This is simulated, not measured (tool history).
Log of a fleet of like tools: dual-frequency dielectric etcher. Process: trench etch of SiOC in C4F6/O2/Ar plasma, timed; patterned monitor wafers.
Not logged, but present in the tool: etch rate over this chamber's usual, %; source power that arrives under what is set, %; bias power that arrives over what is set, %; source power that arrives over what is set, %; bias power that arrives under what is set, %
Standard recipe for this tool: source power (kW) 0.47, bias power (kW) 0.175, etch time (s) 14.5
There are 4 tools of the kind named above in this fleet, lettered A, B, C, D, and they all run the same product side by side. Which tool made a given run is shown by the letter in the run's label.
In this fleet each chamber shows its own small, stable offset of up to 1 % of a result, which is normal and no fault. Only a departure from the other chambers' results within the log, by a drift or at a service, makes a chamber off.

run   hour  source power (kW)  bias power (kW)  etch time (s)  hours since the last wet clean  hours since the last source power generator calibration  hours since the last bias power generator calibration  read-back reference wafer on the same gauge, depth_nm  mean etch depth across the wafer (nm)
 1B    7.3               0.47            0.175           14.5                           149.7                                                    410.5                                                 2144.4                                                 35.972                                 31.878
 2A     15               0.47            0.175           14.5                           586.5                                                    991.2                                                 3156.3                                                 35.984                                 32.107
      15.4  -- chamber D: wet clean of the chamber
 3D   22.2               0.47            0.175           14.5                             6.9                                                    639.9                                                 2538.3                                                 36.047                                 31.751
 4C   33.8               0.47            0.175           14.5                           297.5                                                   2192.1                                                 2571.6                                                  35.98                                 31.768
 5D   40.7               0.47            0.175           14.5                            25.4                                                    658.4                                                 2556.8                                                 35.998                                 31.601
 6C   47.4               0.47            0.175           14.5                           311.1                                                   2205.7                                                 2585.2                                                 35.955                                 31.356
      54.7  -- chamber A: wet clean of the chamber
 7A   58.4               0.47            0.175           14.5                             3.7                                                   1034.6                                                 3199.7                                                 35.969                                 31.657
 8B   71.2               0.47            0.204             12                           213.6                                                    474.4                                                 2208.3                                                 35.992                                 27.563
 9A   77.7               0.47            0.204             12                              23                                                   1053.9                                                   3219                                                  36.01                                  27.65
10B   88.3               0.47            0.204             12                           230.7                                                    491.5                                                 2225.4                                                 35.997                                 27.598
11D   96.5               0.47            0.204             12                            81.2                                                    714.2                                                 2612.6                                                 35.973                                 27.452
12C  107.6               0.47            0.175           14.5                           371.3                                                   2265.9                                                 2645.4                                                 35.992                                 31.586
     112.2  -- chamber C: wet clean of the chamber
13D  114.8               0.47            0.175           14.5                            99.5                                                    732.5                                                 2630.9                                                 35.965                                 31.532
14B  126.1               0.47            0.175           14.5                           268.5                                                    529.3                                                 2263.2                                                 35.991                                  31.77
15A  138.6               0.47            0.175           14.5                            83.9                                                   1114.8                                                 3279.9                                                 36.023                                 31.952
16C  148.9               0.47            0.158           14.5                            36.8                                                   2307.2                                                 2686.7                                                 35.988                                 30.326
17A  159.9               0.47            0.158           14.5                           105.2                                                   1136.1                                                 3301.2                                                 35.978                                 30.954
18B  172.4               0.47            0.158           14.5                           314.8                                                    575.6                                                 2309.5                                                 36.072                                 30.863
19C  182.6               0.47            0.158           14.5                            70.5                                                   2340.9                                                 2720.4                                                 36.028                                 30.563
20D  193.1               0.47            0.175           14.5                           177.8                                                    810.8                                                 2709.2                                                 35.985                                 31.588
21D  204.3               0.47            0.175           14.5                             189                                                      822                                                 2720.4                                                 35.992                                 31.736
22B  217.6               0.47            0.175           14.5                             360                                                    620.8                                                 2354.7                                                 35.985                                 31.608
23C  229.9               0.47            0.175           16.5                           117.8                                                   2388.2                                                 2767.7                                                 36.024                                  36.13
24A  237.2               0.47            0.175           16.5                           182.5                                                   1213.4                                                 3378.5                                                 36.024                                 36.084
25D  248.6               0.47            0.175           16.5                           233.3                                                    866.3                                                 2764.7                                                 35.996                                 36.242
26C  258.1               0.47            0.175           16.5                             146                                                   2416.4                                                 2795.9                                                 36.024                                 35.597
27B  264.5               0.47            0.175             16                           406.9                                                    667.7                                                 2401.6                                                 36.014                                 35.024
28A  276.3               0.47            0.175             16                           221.6                                                   1252.5                                                 3417.6                                                 35.947                                 34.993
29A  283.7               0.47            0.175             16                             229                                                   1259.9                                                   3425                                                 35.964                                 35.167
30C  293.2               0.47            0.175             16                           181.1                                                   2451.5                                                   2831                                                 36.019                                 34.658
31D  299.4               0.47            0.175           14.5                           284.1                                                    917.1                                                 2815.5                                                 35.978                                 31.668
32B  306.7               0.47            0.175           14.5                           449.1                                                    709.9                                                 2443.8                                                  35.98                                 31.719
33A  312.7               0.47            0.175           14.5                             258                                                   1288.9                                                   3454                                                 35.987                                  31.87
34D  322.1               0.47            0.175           14.5                           306.8                                                    939.8                                                 2838.2                                                  36.03                                 31.397

Each of the 4 chambers runs these same settings next. Fill in every chamber's results:
35A  331.7               0.47            0.175           14.5                                                                                                                                                                                                                                             ?
35B  331.7               0.47            0.175           14.5                                                                                                                                                                                                                                             ?
35C  331.7               0.47            0.175           14.5                                                                                                                                                                                                                                             ?
35D  331.7               0.47            0.175           14.5                                                                                                                                                                                                                                             ?

run  mean etch depth across the wafer (nm)
35A                                 31.941
35B                                 31.858
35C                                 31.402
35D                                 31.657
